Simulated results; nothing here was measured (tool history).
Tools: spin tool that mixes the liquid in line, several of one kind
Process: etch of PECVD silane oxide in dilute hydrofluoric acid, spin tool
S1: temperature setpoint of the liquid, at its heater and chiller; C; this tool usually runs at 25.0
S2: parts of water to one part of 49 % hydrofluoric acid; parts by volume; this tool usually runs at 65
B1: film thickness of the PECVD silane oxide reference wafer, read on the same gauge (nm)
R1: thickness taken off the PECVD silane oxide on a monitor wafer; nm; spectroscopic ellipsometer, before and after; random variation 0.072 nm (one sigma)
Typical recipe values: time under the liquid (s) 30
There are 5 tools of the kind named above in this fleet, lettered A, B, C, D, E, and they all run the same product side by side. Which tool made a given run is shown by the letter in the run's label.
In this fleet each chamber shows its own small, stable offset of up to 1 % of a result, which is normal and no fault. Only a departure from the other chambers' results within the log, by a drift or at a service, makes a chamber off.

run 1E hour=7.7 | S1=25.0 S2=65 time_under_the_liquid_(s)=30 | B1=30.013 | R1=7.6151
run 2C hour=13.7 | S1=25.0 S2=65 time_under_the_liquid_(s)=30 | B1=29.982 | R1=7.5249
run 3A hour=21.0 | S1=25.0 S2=65 time_under_the_liquid_(s)=30 | B1=30.020 | R1=7.4139
run 4D hour=28.5 | S1=25.0 S2=65 time_under_the_liquid_(s)=30 | B1=30.011 | R1=7.3206
run 5B hour=35.9 | S1=25.0 S2=65 time_under_the_liquid_(s)=30 | B1=30.017 | R1=7.6354
run 6C hour=43.4 | S1=25.0 S2=65 time_under_the_liquid_(s)=30 | B1=30.028 | R1=7.5804
run 7B hour=49.9 | S1=25.0 S2=65 time_under_the_liquid_(s)=30 | B1=30.023 | R1=7.6445
run 8E hour=55.2 | S1=25.0 S2=65 time_under_the_liquid_(s)=30 | B1=29.984 | R1=7.6462
run 9D hour=59.0 | S1=25.0 S2=65 time_under_the_liquid_(s)=30 | B1=29.988 | R1=7.6227
-- hour=60.0 chamber B: hydrofluoric acid flow meter replaced
run 10A hour=67.4 | S1=25.0 S2=65 time_under_the_liquid_(s)=30 | B1=30.017 | R1=7.5819
run 11C hour=73.3 | S1=25.0 S2=65 time_under_the_liquid_(s)=30 | B1=29.979 | R1=7.7617
run 12D hour=79.0 | S1=25.0 S2=90 time_under_the_liquid_(s)=20 | B1=29.990 | R1=3.5370
run 13B hour=85.0 | S1=25.0 S2=90 time_under_the_liquid_(s)=20 | B1=29.971 | R1=3.5568
run 14A hour=92.2 | S1=25.0 S2=90 time_under_the_liquid_(s)=20 | B1=29.991 | R1=3.5610
run 15E hour=97.8 | S1=25.0 S2=90 time_under_the_liquid_(s)=20 | B1=29.973 | R1=3.5397
run 16C hour=105.5 | S1=25.0 S2=90 time_under_the_liquid_(s)=20 | B1=29.961 | R1=3.6350
run 17A hour=109.8 | S1=25.0 S2=65 time_under_the_liquid_(s)=30 | B1=29.966 | R1=7.5724
run 18D hour=117.0 | S1=25.0 S2=65 time_under_the_liquid_(s)=30 | B1=29.998 | R1=7.3938
run 19E hour=122.4 | S1=25.0 S2=65 time_under_the_liquid_(s)=30 | B1=29.998 | R1=7.7543
run 20B hour=126.4 | S1=25.0 S2=65 time_under_the_liquid_(s)=30 | B1=29.997 | R1=7.7250
run 21A hour=132.5 | S1=25.0 S2=65 time_under_the_liquid_(s)=30 | B1=29.999 | R1=7.5676
run 22C hour=136.8 | S1=25.0 S2=65 time_under_the_liquid_(s)=30 | B1=29.986 | R1=8.0189
run 23E hour=142.1 | S1=25.0 S2=65 time_under_the_liquid_(s)=30 | B1=30.009 | R1=7.6463
run 24B hour=147.8 | S1=25.0 S2=65 time_under_the_liquid_(s)=30 | B1=30.017 | R1=7.5232
run 25D hour=156.4 | S1=25.0 S2=65 time_under_the_liquid_(s)=30 | B1=29.995 | R1=7.4545
run 26B hour=165.1 | S1=25.0 S2=65 time_under_the_liquid_(s)=30 | B1=29.989 | R1=7.6752
run 27D hour=169.4 | S1=25.0 S2=65 time_under_the_liquid_(s)=30 | B1=30.000 | R1=7.6924
run 28A hour=175.3 | S1=25.0 S2=65 time_under_the_liquid_(s)=30 | B1=30.032 | R1=7.6559
run 29C hour=183.7 | S1=28.5 S2=65 time_under_the_liquid_(s)=30 | B1=29.970 | R1=9.5120
run 30E hour=189.7 | S1=28.5 S2=65 time_under_the_liquid_(s)=30 | B1=30.002 | R1=8.6369

The same settings go to every chamber for the next run, one line per chamber below. Forecast the results for each:
run 31A hour=196.0 | S1=25.0 S2=75 time_under_the_liquid_(s)=30 | R1=?
run 31B hour=196.0 | S1=25.0 S2=75 time_under_the_liquid_(s)=30 | R1=?
run 31C hour=196.0 | S1=25.0 S2=75 time_under_the_liquid_(s)=30 | R1=?
run 31D hour=196.0 | S1=25.0 S2=75 time_under_the_liquid_(s)=30 | R1=?
run 31E hour=196.0 | S1=25.0 S2=75 time_under_the_liquid_(s)=30 | R1=?

run=31A R1=6.5331
run=31B R1=6.4469
run=31C R1=7.0241
run=31D R1=6.4789
run=31E R1=6.4523
